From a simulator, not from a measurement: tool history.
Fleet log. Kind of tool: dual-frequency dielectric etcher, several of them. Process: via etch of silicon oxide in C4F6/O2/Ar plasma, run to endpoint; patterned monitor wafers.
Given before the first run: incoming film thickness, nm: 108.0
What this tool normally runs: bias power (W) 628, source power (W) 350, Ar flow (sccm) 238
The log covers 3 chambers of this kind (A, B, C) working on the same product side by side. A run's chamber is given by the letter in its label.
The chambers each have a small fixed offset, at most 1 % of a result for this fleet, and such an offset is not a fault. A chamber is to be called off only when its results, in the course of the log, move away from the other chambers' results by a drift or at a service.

run 1B hour=11.4 | bias_power_(W)=628 source_power_(W)=350 Ar_flow_(sccm)=238 | endpoint_time_(s)=21.984
run 2A hour=23.2 | bias_power_(W)=628 source_power_(W)=350 Ar_flow_(sccm)=238 | endpoint_time_(s)=22.251
-- hour=28.4 chamber B: wet clean of the chamber
run 3C hour=29.9 | bias_power_(W)=628 source_power_(W)=350 Ar_flow_(sccm)=238 | endpoint_time_(s)=22.315
run 4B hour=38.9 | bias_power_(W)=628 source_power_(W)=350 Ar_flow_(sccm)=238 | endpoint_time_(s)=22.18
run 5A hour=48.6 | bias_power_(W)=628 source_power_(W)=350 Ar_flow_(sccm)=238 | endpoint_time_(s)=22.222
run 6C hour=58.3 | bias_power_(W)=628 source_power_(W)=350 Ar_flow_(sccm)=238 | endpoint_time_(s)=22.505
run 7B hour=69.6 | bias_power_(W)=628 source_power_(W)=350 Ar_flow_(sccm)=238 | endpoint_time_(s)=22.113
run 8A hour=77.7 | bias_power_(W)=628 source_power_(W)=350 Ar_flow_(sccm)=238 | endpoint_time_(s)=22.442
run 9C hour=87.6 | bias_power_(W)=628 source_power_(W)=350 Ar_flow_(sccm)=238 | endpoint_time_(s)=22.538
run 10B hour=94.6 | bias_power_(W)=628 source_power_(W)=350 Ar_flow_(sccm)=238 | endpoint_time_(s)=22.044
run 11C hour=103 | bias_power_(W)=628 source_power_(W)=350 Ar_flow_(sccm)=238 | endpoint_time_(s)=22.461
run 12A hour=110.1 | bias_power_(W)=628 source_power_(W)=350 Ar_flow_(sccm)=238 | endpoint_time_(s)=22.348
run 13A hour=117 | bias_power_(W)=628 source_power_(W)=350 Ar_flow_(sccm)=238 | endpoint_time_(s)=22.288
run 14B hour=122.8 | bias_power_(W)=628 source_power_(W)=350 Ar_flow_(sccm)=238 | endpoint_time_(s)=22.046
run 15C hour=130.3 | bias_power_(W)=628 source_power_(W)=350 Ar_flow_(sccm)=238 | endpoint_time_(s)=22.505
run 16C hour=142.2 | bias_power_(W)=628 source_power_(W)=350 Ar_flow_(sccm)=238 | endpoint_time_(s)=22.501
run 17B hour=154.8 | bias_power_(W)=628 source_power_(W)=350 Ar_flow_(sccm)=238 | endpoint_time_(s)=22.05
run 18A hour=162.3 | bias_power_(W)=628 source_power_(W)=350 Ar_flow_(sccm)=238 | endpoint_time_(s)=22.617
run 19A hour=172.2 | bias_power_(W)=628 source_power_(W)=350 Ar_flow_(sccm)=238 | endpoint_time_(s)=22.529
run 20C hour=179.1 | bias_power_(W)=628 source_power_(W)=410 Ar_flow_(sccm)=275 | endpoint_time_(s)=21.552
run 21B hour=186.3 | bias_power_(W)=628 source_power_(W)=410 Ar_flow_(sccm)=275 | endpoint_time_(s)=21.224
run 22A hour=195.7 | bias_power_(W)=628 source_power_(W)=410 Ar_flow_(sccm)=275 | endpoint_time_(s)=21.614
run 23B hour=207.4 | bias_power_(W)=628 source_power_(W)=350 Ar_flow_(sccm)=238 | endpoint_time_(s)=22.06
run 24C hour=213.2 | bias_power_(W)=628 source_power_(W)=350 Ar_flow_(sccm)=238 | endpoint_time_(s)=22.452
run 25A hour=218.7 | bias_power_(W)=628 source_power_(W)=350 Ar_flow_(sccm)=238 | endpoint_time_(s)=22.668
run 26C hour=224.7 | bias_power_(W)=628 source_power_(W)=430 Ar_flow_(sccm)=238 | endpoint_time_(s)=20.813
run 27B hour=231.8 | bias_power_(W)=628 source_power_(W)=430 Ar_flow_(sccm)=238 | endpoint_time_(s)=20.411
run 28B hour=243.3 | bias_power_(W)=628 source_power_(W)=430 Ar_flow_(sccm)=238 | endpoint_time_(s)=20.415
run 29A hour=249 | bias_power_(W)=628 source_power_(W)=350 Ar_flow_(sccm)=238 | endpoint_time_(s)=22.634
run 30C hour=259.2 | bias_power_(W)=628 source_power_(W)=350 Ar_flow_(sccm)=238 | endpoint_time_(s)=22.266
run 31C hour=267 | bias_power_(W)=628 source_power_(W)=350 Ar_flow_(sccm)=238 | endpoint_time_(s)=22.442
run 32B hour=279 | bias_power_(W)=724 source_power_(W)=390 Ar_flow_(sccm)=238 | endpoint_time_(s)=20.11
run 33A hour=289.5 | bias_power_(W)=724 source_power_(W)=390 Ar_flow_(sccm)=238 | endpoint_time_(s)=20.675
run 34A hour=299 | bias_power_(W)=724 source_power_(W)=390 Ar_flow_(sccm)=238 | endpoint_time_(s)=20.686
run 35B hour=310.9 | bias_power_(W)=628 source_power_(W)=350 Ar_flow_(sccm)=238 | endpoint_time_(s)=22.057
run 36C hour=318.1 | bias_power_(W)=628 source_power_(W)=350 Ar_flow_(sccm)=238 | endpoint_time_(s)=22.406
run 37C hour=328.8 | bias_power_(W)=743 source_power_(W)=350 Ar_flow_(sccm)=238 | endpoint_time_(s)=21.114
run 38A hour=334.7 | bias_power_(W)=743 source_power_(W)=350 Ar_flow_(sccm)=238 | endpoint_time_(s)=21.378
run 39B hour=342.4 | bias_power_(W)=743 source_power_(W)=350 Ar_flow_(sccm)=238 | endpoint_time_(s)=20.691
run 40B hour=354.7 | bias_power_(W)=628 source_power_(W)=350 Ar_flow_(sccm)=238 | endpoint_time_(s)=22.145
run 41C hour=362.4 | bias_power_(W)=718 source_power_(W)=350 Ar_flow_(sccm)=238 | endpoint_time_(s)=21.346

Is one chamber out of step, is the gauge drifting, or do the chambers differ by no more than their own small offsets? For an off chamber, give its letter and the likeliest cause.

One chamber, A, drifts off from the rest bit by bit.
What lies behind it: etch rate under this chamber's usual, % = 2.69.

Which of the 4 candidates below, each the usual settings with something changed and its results left as question marks, puts chamber A back in line with what the other chambers give on the usual settings?
Maximum distance from the other chambers' mean on the usual settings for a result to count as in line: endpoint time (s) 0.26
run 42A-1 hour=371.4 | bias_power_(W)=622 source_power_(W)=350 Ar_flow_(sccm)=239 | endpoint_time_(s)=?
run 42A-2 hour=371.4 | bias_power_(W)=628 source_power_(W)=380 Ar_flow_(sccm)=233 | endpoint_time_(s)=?
run 42A-3 hour=371.4 | bias_power_(W)=628 source_power_(W)=350 Ar_flow_(sccm)=300 | endpoint_time_(s)=?
run 42A-4 hour=371.4 | bias_power_(W)=634 source_power_(W)=350 Ar_flow_(sccm)=237 | endpoint_time_(s)=?

The mean the other chambers reach with the usual settings: endpoint time (s) 22.259
run=42A-1 endpoint_time_(s)=23.023
run=42A-2 endpoint_time_(s)=22.191
run=42A-3 endpoint_time_(s)=23.516
run=42A-4 endpoint_time_(s)=22.832
With 42A-2, the chamber falls back in line with the rest.

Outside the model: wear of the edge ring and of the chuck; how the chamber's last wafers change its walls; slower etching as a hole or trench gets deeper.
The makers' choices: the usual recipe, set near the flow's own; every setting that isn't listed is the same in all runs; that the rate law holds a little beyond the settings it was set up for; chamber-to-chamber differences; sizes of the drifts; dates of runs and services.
